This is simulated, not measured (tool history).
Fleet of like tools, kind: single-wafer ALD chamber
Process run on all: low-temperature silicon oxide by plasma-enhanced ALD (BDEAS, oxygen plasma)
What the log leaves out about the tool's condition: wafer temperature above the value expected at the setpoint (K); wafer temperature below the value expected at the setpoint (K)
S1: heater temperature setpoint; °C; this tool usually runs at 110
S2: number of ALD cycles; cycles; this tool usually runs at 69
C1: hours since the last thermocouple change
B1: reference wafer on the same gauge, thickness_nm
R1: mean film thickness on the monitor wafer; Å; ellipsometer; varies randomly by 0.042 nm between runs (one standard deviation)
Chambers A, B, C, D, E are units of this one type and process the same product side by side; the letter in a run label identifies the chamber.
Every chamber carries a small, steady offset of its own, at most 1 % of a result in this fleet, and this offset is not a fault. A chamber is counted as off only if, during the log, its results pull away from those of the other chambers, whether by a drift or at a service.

Run 1C, hour 10.1: usual settings; C1 1042.5; B1 10.970. Result: R1 96.930 Å.
Run 2A, hour 20.0: usual settings; C1 1174.5; B1 10.971. Result: R1 96.868 Å.
Run 3D, hour 26.5: usual settings; C1 844.5; B1 10.974. Result: R1 96.636 Å.
Run 4B, hour 31.8: usual settings; C1 2655.5; B1 10.979. Result: R1 96.217 Å.
Run 5E, hour 38.5: usual settings; C1 1138.3; B1 10.981. Result: R1 96.476 Å.
Run 6C, hour 47.7: usual settings; C1 1080.1; B1 10.972. Result: R1 97.053 Å.
Run 7B, hour 57.9: usual settings; C1 2681.6; B1 10.998. Result: R1 96.338 Å.
Run 8A, hour 67.2: usual settings; C1 1221.7; B1 10.983. Result: R1 97.206 Å.
Run 9E, hour 78.2: usual settings but S1 98 °C; C1 1178.0; B1 10.986. Result: R1 99.261 Å.
Run 10D, hour 84.6: usual settings but S1 98 °C; C1 902.6; B1 10.981. Result: R1 98.887 Å.
At hour 86.8: chamber B: thermocouple changed; heater temperature recalibrated.
Run 11E, hour 92.7: usual settings but S1 98 °C; C1 1192.5; B1 10.973. Result: R1 98.280 Å.
Run 12A, hour 104.4: usual settings but S1 98 °C; C1 1258.9; B1 10.986. Result: R1 99.737 Å.
Run 13C, hour 110.5: usual settings but S1 98 °C; C1 1142.9; B1 10.985. Result: R1 99.737 Å.
Run 14D, hour 116.5: usual settings; C1 934.5; B1 10.986. Result: R1 96.871 Å.
Run 15B, hour 124.2: usual settings; C1 37.5; B1 10.983. Result: R1 95.496 Å.
Run 16D, hour 130.8: usual settings but S1 122 °C, S2 56 cycles; C1 948.8; B1 10.979. Result: R1 77.054 Å.
Run 17A, hour 137.7: usual settings but S1 122 °C, S2 56 cycles; C1 1292.2; B1 10.960. Result: R1 77.091 Å.
Run 18B, hour 143.8: usual settings but S1 122 °C, S2 56 cycles; C1 57.1; B1 10.983. Result: R1 76.189 Å.
Run 19C, hour 150.3: usual settings but S1 122 °C, S2 56 cycles; C1 1182.7; B1 10.968. Result: R1 76.723 Å.
Run 20E, hour 157.4: usual settings but S1 122 °C, S2 56 cycles; C1 1257.2; B1 10.976. Result: R1 76.490 Å.
At hour 163.0: chamber A: thermocouple changed; heater temperature recalibrated.
Run 21E, hour 166.9: usual settings; C1 1266.7; B1 10.978. Result: R1 95.801 Å.
Run 22A, hour 177.9: usual settings; C1 14.9; B1 10.983. Result: R1 97.309 Å.
Run 23C, hour 186.9: usual settings but S1 98 °C, S2 78 cycles; C1 1219.3; B1 10.978. Result: R1 112.420 Å.
Run 24B, hour 193.9: usual settings but S1 98 °C, S2 78 cycles; C1 107.2; B1 10.977. Result: R1 110.850 Å.
Run 25D, hour 199.3: usual settings but S1 98 °C, S2 78 cycles; C1 1017.3; B1 10.986. Result: R1 112.110 Å.
Run 26A, hour 209.7: usual settings but S1 98 °C, S2 78 cycles; C1 46.7; B1 10.975. Result: R1 113.040 Å.
Run 27C, hour 218.4: usual settings but S1 98 °C, S2 78 cycles; C1 1250.8; B1 10.975. Result: R1 111.900 Å.
Run 28E, hour 228.7: usual settings; C1 1328.5; B1 10.991. Result: R1 95.600 Å.
Run 29B, hour 235.0: usual settings; C1 148.3; B1 10.974. Result: R1 94.893 Å.
Run 30D, hour 241.5: usual settings but S1 122 °C, S2 74 cycles; C1 1059.5; B1 10.989. Result: R1 101.310 Å.
Run 31C, hour 250.3: usual settings but S1 122 °C, S2 74 cycles; C1 1282.7; B1 10.983. Result: R1 101.270 Å.
Run 32B, hour 260.4: usual settings but S1 122 °C, S2 74 cycles; C1 173.7; B1 10.982. Result: R1 100.640 Å.
Run 33E, hour 271.2: usual settings but S1 122 °C, S2 74 cycles; C1 1371.0; B1 10.971. Result: R1 100.530 Å.
Run 34D, hour 278.5: usual settings but S1 122 °C, S2 74 cycles; C1 1096.5; B1 10.971. Result: R1 101.420 Å.
Run 35A, hour 285.2: usual settings; C1 122.2; B1 10.987. Result: R1 96.943 Å.
Run 36D, hour 292.1: usual settings; C1 1110.1; B1 10.980. Result: R1 96.608 Å.
Run 37E, hour 299.4: usual settings; C1 1399.2; B1 10.973. Result: R1 95.756 Å.

Next, every chamber runs the same settings. What will each give?
Run 38A, hour 308.0: usual settings. Result: R1 ?.
Run 38B, hour 308.0: usual settings. Result: R1 ?.
Run 38C, hour 308.0: usual settings. Result: R1 ?.
Run 38D, hour 308.0: usual settings. Result: R1 ?.
Run 38E, hour 308.0: usual settings. Result: R1 ?.

run      R1
38A  96.653
38B  96.353
38C  97.208
38D  97.233
38E  96.868

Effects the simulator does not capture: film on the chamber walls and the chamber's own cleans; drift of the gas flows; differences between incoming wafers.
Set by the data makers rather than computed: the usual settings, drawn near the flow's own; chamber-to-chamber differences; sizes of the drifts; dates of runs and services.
